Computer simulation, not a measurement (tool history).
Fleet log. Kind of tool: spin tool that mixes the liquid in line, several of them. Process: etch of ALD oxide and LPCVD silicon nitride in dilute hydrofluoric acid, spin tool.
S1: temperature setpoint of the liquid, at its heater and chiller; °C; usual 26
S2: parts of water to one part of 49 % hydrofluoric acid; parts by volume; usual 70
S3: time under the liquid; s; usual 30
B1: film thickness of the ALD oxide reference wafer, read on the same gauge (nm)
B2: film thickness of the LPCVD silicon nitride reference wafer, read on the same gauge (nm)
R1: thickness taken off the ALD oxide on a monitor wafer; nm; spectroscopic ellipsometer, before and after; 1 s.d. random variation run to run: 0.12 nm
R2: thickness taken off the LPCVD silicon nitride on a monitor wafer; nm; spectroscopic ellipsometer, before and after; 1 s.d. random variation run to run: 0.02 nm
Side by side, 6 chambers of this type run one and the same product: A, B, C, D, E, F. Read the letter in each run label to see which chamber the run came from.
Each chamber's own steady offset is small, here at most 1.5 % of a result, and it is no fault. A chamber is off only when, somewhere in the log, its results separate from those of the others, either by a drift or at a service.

run   hour  S1  S2  S3      B1      B2      R1       R2
 1B    7.7  26  70  30  39.979  89.972  15.438  0.30451
 2E   14.1  26  70  30  40.042  90.011  15.684  0.25364
 3F   20.5  26  70  30  39.967  89.984  15.594  0.29519
 4A   31.2  26  70  30  40.020  90.023  15.762  0.26508
 5D   39.7  26  45  30  40.015  90.000  24.893  0.44128
 6C   46.7  26  45  30  40.013  90.005  25.192  0.44600
 7C   54.4  26  45  30  40.012  89.991  25.080  0.38975
      61.9  -- chamber C: hydrofluoric acid flow meter replaced
 8B   64.1  26  45  30  39.984  90.001  25.126  0.37501
 9F   71.3  26  45  30  39.962  89.994  25.161  0.44088
10A   82.8  26  45  30  39.969  90.006  25.778  0.42364
11E   88.7  26  70  30  39.948  90.021  15.495  0.23189
12D  101.6  26  70  40  40.013  89.989  20.513  0.32801
13B  107.4  26  70  40  40.011  90.014  20.820  0.35360
14D  119.6  26  70  40  40.004  90.008  20.930  0.31898
15E  131.2  26  70  40  39.995  89.973  21.164  0.34890
16A  143.7  26  70  40  40.006  90.019  21.104  0.27244
17F  150.7  26  70  40  40.049  89.994  20.920  0.39313
18C  156.3  26  70  30  40.000  90.013  15.597  0.25352
19D  169.1  26  70  30  39.978  89.995  15.535  0.26880
20C  181.8  26  70  30  40.026  90.005  15.883  0.23482
     188.1  -- chamber D: hydrofluoric acid flow meter replaced
21F  192.8  26  70  30  40.005  90.011  15.798  0.26867
22A  203.1  26  70  30  40.037  90.000  15.858  0.28171
23B  215.3  26  70  30  39.996  90.002  15.558  0.29009
24E  221.1  26  70  30  39.998  89.991  15.973  0.24943
25F  233.1  26  70  30  39.967  89.984  15.659  0.27807
26B  242.2  26  70  30  39.989  90.024  15.442  0.26777
27E  249.3  26  70  30  39.997  90.031  15.844  0.26552
28C  257.0  26  70  30  39.971  90.023  15.853  0.28029
29A  262.9  26  45  30  40.004  90.007  25.775  0.45530
30D  270.9  26  45  30  39.987  90.000  24.691  0.40357
31E  280.4  26  45  30  40.000  89.994  25.697  0.44880
32B  293.2  26  45  30  39.962  89.972  24.531  0.42953
33C  302.8  26  45  30  39.988  89.972  25.313  0.34568
34A  312.0  26  45  30  40.014  89.984  25.546  0.42331
35D  323.0  26  70  30  39.982  90.008  15.611  0.27813
36F  329.7  26  70  30  40.033  89.994  15.631  0.26769
37D  342.3  26  70  30  40.016  89.979  15.689  0.26156
38C  353.2  26  70  30  39.954  90.002  15.791  0.25861
39F  361.3  26  70  30  39.992  89.985  15.666  0.22699
40B  372.1  26  70  30  40.001  90.044  15.485  0.26345
41A  381.8  26  70  30  40.010  90.013  15.799  0.24625
42E  391.2  26  70  30  39.989  90.008  15.668  0.23298
43A  397.0  26  70  30  40.008  89.981  16.098  0.27117

What goes on in this fleet: one chamber off, a drifting gauge, or nothing beyond the chambers' own small offsets? Name the chamber and the cause, if any.

Neither any chamber nor the gauge drifts; the chambers differ only by their own small, steady offsets.
